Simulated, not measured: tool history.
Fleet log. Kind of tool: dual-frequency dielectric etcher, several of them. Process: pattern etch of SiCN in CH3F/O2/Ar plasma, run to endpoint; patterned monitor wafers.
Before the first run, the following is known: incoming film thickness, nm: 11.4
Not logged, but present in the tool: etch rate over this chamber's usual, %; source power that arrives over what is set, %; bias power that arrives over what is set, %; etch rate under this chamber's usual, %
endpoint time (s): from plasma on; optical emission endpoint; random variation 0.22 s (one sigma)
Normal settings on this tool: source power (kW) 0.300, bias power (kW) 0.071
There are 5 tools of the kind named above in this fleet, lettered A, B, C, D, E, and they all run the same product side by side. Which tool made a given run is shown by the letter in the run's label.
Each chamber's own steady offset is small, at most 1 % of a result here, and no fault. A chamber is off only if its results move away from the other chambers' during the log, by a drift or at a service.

run   hour  source power (kW)  bias power (kW)  hours since the last wet clean  hours since the last source power generator calibration  hours since the last bias power generator calibration  endpoint time (s)
 1E    2.8              0.300            0.071                           185.7                                                    929.4                                                 1684.0             33.890
 2C    6.6              0.300            0.071                           429.8                                                   1462.8                                                  509.7             33.638
 3B    8.9              0.300            0.071                           136.5                                                   1375.4                                                 2209.5             34.248
 4D   12.5              0.300            0.071                           196.0                                                   1030.1                                                 2506.0             34.015
 5A   16.0              0.300            0.071                           248.7                                                   1432.5                                                  815.8             33.780
 6C   18.9              0.300            0.071                           442.1                                                   1475.1                                                  522.0             33.976
 7A   21.2              0.300            0.065                           253.9                                                   1437.7                                                  821.0             35.526
 8D   24.5              0.300            0.065                           208.0                                                   1042.1                                                 2518.0             35.488
 9E   29.3              0.300            0.065                           212.2                                                    955.9                                                 1710.5             35.076
10B   33.3              0.300            0.065                           160.9                                                   1399.8                                                 2233.9             34.983
11E   37.9              0.300            0.065                           220.8                                                    964.5                                                 1719.1             35.287
12D   40.7              0.300            0.071                           224.2                                                   1058.3                                                 2534.2             33.974
      43.2  -- chamber C: wet clean of the chamber
13B   43.8              0.300            0.071                           171.4                                                   1410.3                                                 2244.4             34.364
14C   48.3              0.300            0.065                             5.1                                                   1504.5                                                  551.4             34.725
15A   52.2              0.300            0.065                           284.9                                                   1468.7                                                  852.0             34.854
16A   54.8              0.300            0.065                           287.5                                                   1471.3                                                  854.6             34.917
17C   58.6              0.300            0.065                            15.4                                                   1514.8                                                  561.7             34.874
18B   60.7              0.300            0.065                           188.3                                                   1427.2                                                 2261.3             35.645
19D   63.2              0.300            0.071                           246.7                                                   1080.8                                                 2556.7             34.323
20E   67.4              0.300            0.071                           250.3                                                    994.0                                                 1748.6             34.227
21B   71.5              0.300            0.071                           199.1                                                   1438.0                                                 2272.1             34.401
22D   76.3              0.300            0.071                           259.8                                                   1093.9                                                 2569.8             34.459
23A   80.4              0.300            0.071                           313.1                                                   1496.9                                                  880.2             33.575
24E   83.8              0.300            0.071                           266.7                                                   1010.4                                                 1765.0             33.955
25C   86.6              0.300            0.071                            43.4                                                   1542.8                                                  589.7             34.018
26E   91.2              0.330            0.058                           274.1                                                   1017.8                                                 1772.4             35.231
27A   94.0              0.330            0.058                           326.7                                                   1510.5                                                  893.8             35.437
28D   97.5              0.330            0.058                           281.0                                                   1115.1                                                 2591.0             35.607
29B  100.2              0.330            0.058                           227.8                                                   1466.7                                                 2300.8             35.774
30C  104.1              0.330            0.058                            60.9                                                   1560.3                                                  607.2             35.051
31B  107.2              0.300            0.071                           234.8                                                   1473.7                                                 2307.8             33.802
32A  110.6              0.300            0.071                           343.3                                                   1527.1                                                  910.4             33.907
33C  113.8              0.300            0.071                            70.6                                                   1570.0                                                  616.9             33.556
34E  117.7              0.300            0.071                           300.6                                                   1044.3                                                 1798.9             33.964
35D  120.4              0.220            0.079                           303.9                                                   1138.0                                                 2613.9             36.628
36D  123.5              0.220            0.079                           307.0                                                   1141.1                                                 2617.0             36.610
37E  127.0              0.220            0.079                           309.9                                                   1053.6                                                 1808.2             36.376
38A  130.4              0.220            0.079                           363.1                                                   1546.9                                                  930.2             36.893
39B  133.0              0.220            0.079                           260.6                                                   1499.5                                                 2333.6             37.264

Next, all 5 chambers run the settings below, one line each with question marks for the results. What does each chamber give?
40A  136.4              0.300            0.061                                                                                                                                                                  ?
40B  136.4              0.300            0.061                                                                                                                                                                  ?
40C  136.4              0.300            0.061                                                                                                                                                                  ?
40D  136.4              0.300            0.061                                                                                                                                                                  ?
40E  136.4              0.300            0.061                                                                                                                                                                  ?

run  endpoint time (s)
40A             35.698
40B             36.344
40C             35.855
40D             35.970
40E             36.179
